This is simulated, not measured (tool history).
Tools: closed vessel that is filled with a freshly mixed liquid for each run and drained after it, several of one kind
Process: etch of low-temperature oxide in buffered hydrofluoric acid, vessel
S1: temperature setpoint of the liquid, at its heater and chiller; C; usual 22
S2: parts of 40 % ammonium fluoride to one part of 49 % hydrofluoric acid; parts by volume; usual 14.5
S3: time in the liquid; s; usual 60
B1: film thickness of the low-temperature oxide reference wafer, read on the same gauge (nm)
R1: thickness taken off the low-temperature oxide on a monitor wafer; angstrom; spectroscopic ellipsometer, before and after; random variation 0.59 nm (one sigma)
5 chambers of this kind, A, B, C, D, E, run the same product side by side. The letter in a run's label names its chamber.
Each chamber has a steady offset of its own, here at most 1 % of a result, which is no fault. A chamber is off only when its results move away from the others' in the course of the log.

run 1B hour=4.4 | S1=22 S2=14.5 S3=60 | B1=30.006 | R1=798.55
run 2D hour=6.5 | S1=22 S2=14.5 S3=60 | B1=30.003 | R1=808.53
run 3E hour=10.2 | S1=22 S2=14.5 S3=60 | B1=29.977 | R1=806.64
run 4C hour=13.7 | S1=22 S2=14.5 S3=60 | B1=29.969 | R1=808.39
run 5A hour=15.8 | S1=22 S2=14.5 S3=60 | B1=30.002 | R1=814.13
run 6C hour=18.7 | S1=22 S2=14.5 S3=60 | B1=29.987 | R1=812.09
run 7E hour=21.1 | S1=22 S2=14.5 S3=95 | B1=29.978 | R1=1282.40
run 8B hour=23.4 | S1=22 S2=14.5 S3=95 | B1=29.989 | R1=1269.00
run 9A hour=27.4 | S1=22 S2=14.5 S3=95 | B1=29.998 | R1=1281.30
run 10D hour=30.4 | S1=22 S2=14.5 S3=95 | B1=30.003 | R1=1293.60
run 11A hour=33.7 | S1=22 S2=14.5 S3=95 | B1=30.009 | R1=1292.50
run 12C hour=37.8 | S1=22 S2=14.5 S3=60 | B1=30.033 | R1=803.59
run 13E hour=40.5 | S1=22 S2=17.0 S3=80 | B1=30.045 | R1=922.82
run 14B hour=43.9 | S1=22 S2=17.0 S3=80 | B1=30.015 | R1=915.19
run 15D hour=46.9 | S1=22 S2=17.0 S3=80 | B1=30.024 | R1=927.95
run 16D hour=50.6 | S1=22 S2=17.0 S3=80 | B1=29.995 | R1=920.54
run 17E hour=53.6 | S1=22 S2=17.0 S3=80 | B1=30.060 | R1=933.10
run 18B hour=57.5 | S1=22 S2=14.5 S3=60 | B1=30.025 | R1=807.57
run 19A hour=59.8 | S1=22 S2=14.5 S3=60 | B1=29.955 | R1=802.65
run 20C hour=63.3 | S1=22 S2=14.5 S3=60 | B1=30.010 | R1=809.67
run 21D hour=65.9 | S1=22 S2=20.5 S3=90 | B1=29.989 | R1=878.27
run 22E hour=69.2 | S1=22 S2=20.5 S3=90 | B1=29.971 | R1=865.70
run 23A hour=73.8 | S1=22 S2=20.5 S3=90 | B1=29.989 | R1=870.23
run 24B hour=76.6 | S1=22 S2=20.5 S3=90 | B1=29.989 | R1=857.35
run 25C hour=80.7 | S1=22 S2=20.5 S3=90 | B1=30.021 | R1=873.54
run 26A hour=84.9 | S1=18 S2=11.0 S3=60 | B1=30.004 | R1=858.27
run 27D hour=89.7 | S1=18 S2=11.0 S3=60 | B1=30.001 | R1=850.98
run 28B hour=93.8 | S1=18 S2=11.0 S3=60 | B1=29.965 | R1=841.14
run 29C hour=95.9 | S1=18 S2=11.0 S3=60 | B1=29.989 | R1=847.59
run 30E hour=98.0 | S1=18 S2=11.0 S3=60 | B1=29.998 | R1=850.05
run 31B hour=101.9 | S1=22 S2=14.5 S3=60 | B1=29.989 | R1=806.82
run 32D hour=104.4 | S1=22 S2=14.5 S3=60 | B1=29.968 | R1=806.22
run 33E hour=108.3 | S1=22 S2=14.5 S3=60 | B1=29.993 | R1=822.87
run 34A hour=111.8 | S1=22 S2=14.5 S3=60 | B1=29.968 | R1=805.54
run 35C hour=114.4 | S1=22 S2=14.5 S3=60 | B1=30.019 | R1=803.37
run 36C hour=117.1 | S1=22 S2=14.5 S3=60 | B1=30.038 | R1=811.90
run 37A hour=121.6 | S1=22 S2=14.5 S3=60 | B1=29.978 | R1=816.23
run 38E hour=126.1 | S1=22 S2=14.5 S3=60 | B1=30.031 | R1=805.56
run 39B hour=130.5 | S1=22 S2=14.5 S3=60 | B1=30.033 | R1=804.89
run 40D hour=133.8 | S1=22 S2=14.5 S3=60 | B1=30.031 | R1=813.93
run 41D hour=137.7 | S1=19 S2=14.5 S3=90 | B1=29.965 | R1=1031.80
run 42E hour=141.0 | S1=19 S2=14.5 S3=90 | B1=29.965 | R1=1014.30
run 43B hour=145.5 | S1=19 S2=14.5 S3=90 | B1=29.993 | R1=1023.40

Is one chamber off against the others, does the gauge drift, or is nothing wrong? If a chamber is off, say which, and what the likeliest cause is.

No chamber stands off beyond its own small offset, and the gauge holds steady.
